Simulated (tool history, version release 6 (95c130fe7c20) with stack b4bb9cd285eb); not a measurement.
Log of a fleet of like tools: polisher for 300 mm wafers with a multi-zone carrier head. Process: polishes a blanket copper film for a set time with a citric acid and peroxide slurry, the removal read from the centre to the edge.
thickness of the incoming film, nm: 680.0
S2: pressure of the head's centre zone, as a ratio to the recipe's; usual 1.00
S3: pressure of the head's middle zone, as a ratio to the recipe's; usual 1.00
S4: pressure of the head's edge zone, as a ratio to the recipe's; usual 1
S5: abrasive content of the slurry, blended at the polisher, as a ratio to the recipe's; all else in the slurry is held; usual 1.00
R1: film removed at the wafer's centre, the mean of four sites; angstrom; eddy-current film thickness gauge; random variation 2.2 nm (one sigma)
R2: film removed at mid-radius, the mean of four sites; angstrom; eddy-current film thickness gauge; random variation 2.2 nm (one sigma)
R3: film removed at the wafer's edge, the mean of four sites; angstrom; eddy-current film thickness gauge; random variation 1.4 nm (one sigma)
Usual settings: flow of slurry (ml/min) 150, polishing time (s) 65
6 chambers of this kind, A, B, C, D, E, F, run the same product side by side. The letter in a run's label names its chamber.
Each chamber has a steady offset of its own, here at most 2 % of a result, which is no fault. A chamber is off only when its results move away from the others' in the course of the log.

{"run": "1F", "day": 0.596, "flow of slurry (ml/min)": 150, "S2": 1.0, "S3": 1.0, "S4": 1, "S5": 1.0, "polishing time (s)": 65, "R1": 1753.0, "R2": 1774.2, "R3": 1801.8}
{"run": "2B", "day": 0.892, "flow of slurry (ml/min)": 150, "S2": 1.0, "S3": 1.0, "S4": 1, "S5": 1.0, "polishing time (s)": 65, "R1": 1772.0, "R2": 1780.2, "R3": 1798.5}
{"day": 1.058, "done": "chamber F: worn pad replaced by a new one"}
{"day": 1.15, "done": "chamber B: worn pad replaced by a new one"}
{"run": "3A", "day": 1.488, "flow of slurry (ml/min)": 150, "S2": 1.0, "S3": 1.0, "S4": 1, "S5": 1.0, "polishing time (s)": 65, "R1": 1788.6, "R2": 1785.3, "R3": 1781.8}
{"run": "4C", "day": 1.817, "flow of slurry (ml/min)": 150, "S2": 1.0, "S3": 1.0, "S4": 1, "S5": 1.0, "polishing time (s)": 65, "R1": 1802.3, "R2": 1778.2, "R3": 1811.5}
{"run": "5D", "day": 2.262, "flow of slurry (ml/min)": 150, "S2": 1.0, "S3": 1.0, "S4": 1, "S5": 1.0, "polishing time (s)": 65, "R1": 1772.7, "R2": 1813.3, "R3": 1803.5}
{"day": 2.592, "done": "chamber A: worn pad replaced by a new one"}
{"run": "6E", "day": 2.838, "flow of slurry (ml/min)": 150, "S2": 1.0, "S3": 1.0, "S4": 1, "S5": 1.0, "polishing time (s)": 65, "R1": 1763.3, "R2": 1753.3, "R3": 1776.5}
{"day": 2.971, "done": "chamber C: worn pad replaced by a new one"}
{"day": 3.212, "done": "chamber D: worn pad replaced by a new one"}
{"run": "7D", "day": 3.45, "flow of slurry (ml/min)": 150, "S2": 1.0, "S3": 1.0, "S4": 1, "S5": 1.0, "polishing time (s)": 65, "R1": 1797.1, "R2": 1774.9, "R3": 1793.9}
{"run": "8C", "day": 3.792, "flow of slurry (ml/min)": 150, "S2": 1.06, "S3": 1.0, "S4": 1, "S5": 1.0, "polishing time (s)": 86, "R1": 2548.6, "R2": 2317.7, "R3": 2400.5}
{"day": 3.929, "done": "chamber E: worn pad replaced by a new one"}
{"day": 4.2, "done": "chamber E: centre zone pressure recalibrated"}
{"run": "9F", "day": 4.25, "flow of slurry (ml/min)": 150, "S2": 1.06, "S3": 1.0, "S4": 1, "S5": 1.0, "polishing time (s)": 86, "R1": 2494.2, "R2": 2336.1, "R3": 2393.7}
{"day": 4.604, "done": "chamber F: worn pad replaced by a new one"}
{"run": "10E", "day": 4.712, "flow of slurry (ml/min)": 150, "S2": 1.06, "S3": 1.0, "S4": 1, "S5": 1.0, "polishing time (s)": 86, "R1": 2451.7, "R2": 2339.6, "R3": 2364.2}
{"run": "11B", "day": 5.317, "flow of slurry (ml/min)": 150, "S2": 1.06, "S3": 1.0, "S4": 1, "S5": 1.0, "polishing time (s)": 86, "R1": 2481.5, "R2": 2416.4, "R3": 2381.4}
{"day": 5.475, "done": "chamber B: edge zone pressure recalibrated"}
{"run": "12A", "day": 5.783, "flow of slurry (ml/min)": 150, "S2": 1.06, "S3": 1.0, "S4": 1, "S5": 1.0, "polishing time (s)": 86, "R1": 2485.1, "R2": 2322.9, "R3": 2350.7}
{"run": "13D", "day": 6.108, "flow of slurry (ml/min)": 150, "S2": 1.06, "S3": 1.0, "S4": 1, "S5": 1.0, "polishing time (s)": 86, "R1": 2490.4, "R2": 2405.3, "R3": 2339.6}
{"day": 6.133, "done": "chamber B: centre zone pressure recalibrated"}
{"run": "14B", "day": 6.517, "flow of slurry (ml/min)": 150, "S2": 1.0, "S3": 1.0, "S4": 1, "S5": 1.0, "polishing time (s)": 65, "R1": 1815.1, "R2": 1796.6, "R3": 1803.7}
{"day": 6.575, "done": "chamber C: worn pad replaced by a new one"}
{"run": "15C", "day": 6.908, "flow of slurry (ml/min)": 150, "S2": 1.0, "S3": 1.0, "S4": 1, "S5": 1.0, "polishing time (s)": 65, "R1": 1770.3, "R2": 1824.8, "R3": 1819.1}
{"day": 7.5, "done": "chamber A: worn pad replaced by a new one"}
{"run": "16F", "day": 7.517, "flow of slurry (ml/min)": 150, "S2": 1.0, "S3": 1.0, "S4": 1, "S5": 1.0, "polishing time (s)": 65, "R1": 1783.6, "R2": 1776.6, "R3": 1832.7}
{"run": "17E", "day": 7.996, "flow of slurry (ml/min)": 150, "S2": 1.0, "S3": 1.07, "S4": 1, "S5": 1.0, "polishing time (s)": 65, "R1": 1777.1, "R2": 1924.0, "R3": 1778.8}
{"run": "18A", "day": 8.442, "flow of slurry (ml/min)": 150, "S2": 1.0, "S3": 1.07, "S4": 1, "S5": 1.0, "polishing time (s)": 65, "R1": 1747.1, "R2": 1906.0, "R3": 1778.2}
{"day": 8.788, "done": "chamber D: worn pad replaced by a new one"}
{"run": "19F", "day": 8.8, "flow of slurry (ml/min)": 150, "S2": 1.0, "S3": 1.07, "S4": 1, "S5": 1.0, "polishing time (s)": 65, "R1": 1775.8, "R2": 1895.3, "R3": 1786.9}
{"day": 8.812, "done": "chamber F: worn pad replaced by a new one"}
{"run": "20E", "day": 9.292, "flow of slurry (ml/min)": 150, "S2": 1.0, "S3": 1.07, "S4": 1, "S5": 1.0, "polishing time (s)": 65, "R1": 1752.8, "R2": 1858.6, "R3": 1779.4}
{"run": "21D", "day": 9.617, "flow of slurry (ml/min)": 150, "S2": 1.0, "S3": 1.07, "S4": 1, "S5": 1.0, "polishing time (s)": 65, "R1": 1796.9, "R2": 1927.5, "R3": 1795.7}
{"day": 9.625, "done": "chamber B: worn pad replaced by a new one"}
{"day": 9.871, "done": "chamber C: worn pad replaced by a new one"}
{"run": "22B", "day": 9.954, "flow of slurry (ml/min)": 150, "S2": 1.0, "S3": 1.07, "S4": 1, "S5": 1.0, "polishing time (s)": 65, "R1": 1763.7, "R2": 1864.9, "R3": 1814.2}
{"day": 10.2, "done": "chamber E: worn pad replaced by a new one"}
{"day": 10.267, "done": "chamber C: slurry nozzle cleaned"}
{"run": "23A", "day": 10.579, "flow of slurry (ml/min)": 150, "S2": 1.0, "S3": 1.0, "S4": 1, "S5": 1.0, "polishing time (s)": 65, "R1": 1748.7, "R2": 1760.7, "R3": 1751.4}
{"day": 11.129, "done": "chamber A: edge zone pressure recalibrated"}
{"day": 11.15, "done": "chamber C: centre zone pressure recalibrated"}
{"day": 11.167, "done": "chamber F: centre zone pressure recalibrated"}
{"run": "24C", "day": 11.2, "flow of slurry (ml/min)": 150, "S2": 1.0, "S3": 1.0, "S4": 1, "S5": 1.0, "polishing time (s)": 65, "R1": 1769.3, "R2": 1731.6, "R3": 1796.1}
{"day": 11.621, "done": "chamber F: slurry nozzle cleaned"}
{"run": "25D", "day": 11.821, "flow of slurry (ml/min)": 150, "S2": 1.0, "S3": 1.0, "S4": 1, "S5": 1.0, "polishing time (s)": 65, "R1": 1754.2, "R2": 1795.5, "R3": 1779.6}
{"run": "26F", "day": 12.279, "flow of slurry (ml/min)": 150, "S2": 1.0, "S3": 1.0, "S4": 1, "S5": 1.0, "polishing time (s)": 65, "R1": 1801.4, "R2": 1779.1, "R3": 1801.5}
{"day": 12.508, "done": "chamber F: worn pad replaced by a new one"}
{"run": "27B", "day": 12.858, "flow of slurry (ml/min)": 150, "S2": 1.0, "S3": 1.0, "S4": 1, "S5": 1.0, "polishing time (s)": 65, "R1": 1791.7, "R2": 1745.9, "R3": 1805.4}
{"day": 12.883, "done": "chamber A: worn pad replaced by a new one"}
{"day": 13.029, "done": "chamber D: slurry nozzle cleaned"}
{"run": "28C", "day": 13.175, "flow of slurry (ml/min)": 150, "S2": 1.0, "S3": 1.0, "S4": 1, "S5": 0.75, "polishing time (s)": 65, "R1": 1697.8, "R2": 1662.0, "R3": 1720.6}
{"day": 13.333, "done": "chamber C: worn pad replaced by a new one"}
{"day": 13.729, "done": "chamber D: worn pad replaced by a new one"}
{"run": "29A", "day": 13.779, "flow of slurry (ml/min)": 150, "S2": 1.0, "S3": 1.0, "S4": 1, "S5": 0.75, "polishing time (s)": 65, "R1": 1684.7, "R2": 1666.5, "R3": 1655.1}
{"run": "30E", "day": 14.179, "flow of slurry (ml/min)": 150, "S2": 1.0, "S3": 1.0, "S4": 1, "S5": 0.75, "polishing time (s)": 65, "R1": 1617.6, "R2": 1658.0, "R3": 1678.5}
{"run": "31A", "day": 14.738, "flow of slurry (ml/min)": 150, "S2": 1.0, "S3": 1.0, "S4": 1, "S5": 0.75, "polishing time (s)": 65, "R1": 1630.6, "R2": 1670.4, "R3": 1672.5}
{"day": 15.083, "done": "chamber E: slurry nozzle cleaned"}
{"run": "32E", "day": 15.217, "flow of slurry (ml/min)": 150, "S2": 1.0, "S3": 1.0, "S4": 1, "S5": 0.75, "polishing time (s)": 65, "R1": 1684.0, "R2": 1711.9, "R3": 1687.8}
{"run": "33F", "day": 15.625, "flow of slurry (ml/min)": 150, "S2": 1.0, "S3": 1.0, "S4": 1, "S5": 0.75, "polishing time (s)": 65, "R1": 1642.4, "R2": 1705.4, "R3": 1690.9}
{"day": 16.0, "done": "chamber C: edge zone pressure recalibrated"}
{"run": "34C", "day": 16.029, "flow of slurry (ml/min)": 150, "S2": 1.0, "S3": 1.0, "S4": 1, "S5": 1.0, "polishing time (s)": 65, "R1": 1824.9, "R2": 1746.1, "R3": 1803.7}
{"day": 16.208, "done": "chamber B: worn pad replaced by a new one"}
{"run": "35B", "day": 16.55, "flow of slurry (ml/min)": 150, "S2": 1.0, "S3": 1.0, "S4": 1, "S5": 1.0, "polishing time (s)": 65, "R1": 1774.8, "R2": 1782.8, "R3": 1777.6}
{"run": "36D", "day": 16.933, "flow of slurry (ml/min)": 150, "S2": 1.0, "S3": 0.94, "S4": 1, "S5": 1.25, "polishing time (s)": 65, "R1": 1672.1, "R2": 1739.9, "R3": 1870.4}

Next, every chamber runs the same settings. What will each give?
{"run": "37A", "day": 17.383, "flow of slurry (ml/min)": 150, "S2": 1.0, "S3": 1.0, "S4": 1, "S5": 1.0, "polishing time (s)": 86, "R1": "?", "R2": "?", "R3": "?"}
{"run": "37B", "day": 17.383, "flow of slurry (ml/min)": 150, "S2": 1.0, "S3": 1.0, "S4": 1, "S5": 1.0, "polishing time (s)": 86, "R1": "?", "R2": "?", "R3": "?"}
{"run": "37C", "day": 17.383, "flow of slurry (ml/min)": 150, "S2": 1.0, "S3": 1.0, "S4": 1, "S5": 1.0, "polishing time (s)": 86, "R1": "?", "R2": "?", "R3": "?"}
{"run": "37D", "day": 17.383, "flow of slurry (ml/min)": 150, "S2": 1.0, "S3": 1.0, "S4": 1, "S5": 1.0, "polishing time (s)": 86, "R1": "?", "R2": "?", "R3": "?"}
{"run": "37E", "day": 17.383, "flow of slurry (ml/min)": 150, "S2": 1.0, "S3": 1.0, "S4": 1, "S5": 1.0, "polishing time (s)": 86, "R1": "?", "R2": "?", "R3": "?"}
{"run": "37F", "day": 17.383, "flow of slurry (ml/min)": 150, "S2": 1.0, "S3": 1.0, "S4": 1, "S5": 1.0, "polishing time (s)": 86, "R1": "?", "R2": "?", "R3": "?"}

run=37A R1=2343.1 R2=2358.6 R3=2349.2
run=37B R1=2360.3 R2=2341.5 R3=2381.7
run=37C R1=2374.2 R2=2402.7 R3=2408.7
run=37D R1=2087.8 R2=2360.5 R3=2373.7
run=37E R1=2349.6 R2=2327.7 R3=2373.6
run=37F R1=2387.0 R2=2362.0 R3=2384.2

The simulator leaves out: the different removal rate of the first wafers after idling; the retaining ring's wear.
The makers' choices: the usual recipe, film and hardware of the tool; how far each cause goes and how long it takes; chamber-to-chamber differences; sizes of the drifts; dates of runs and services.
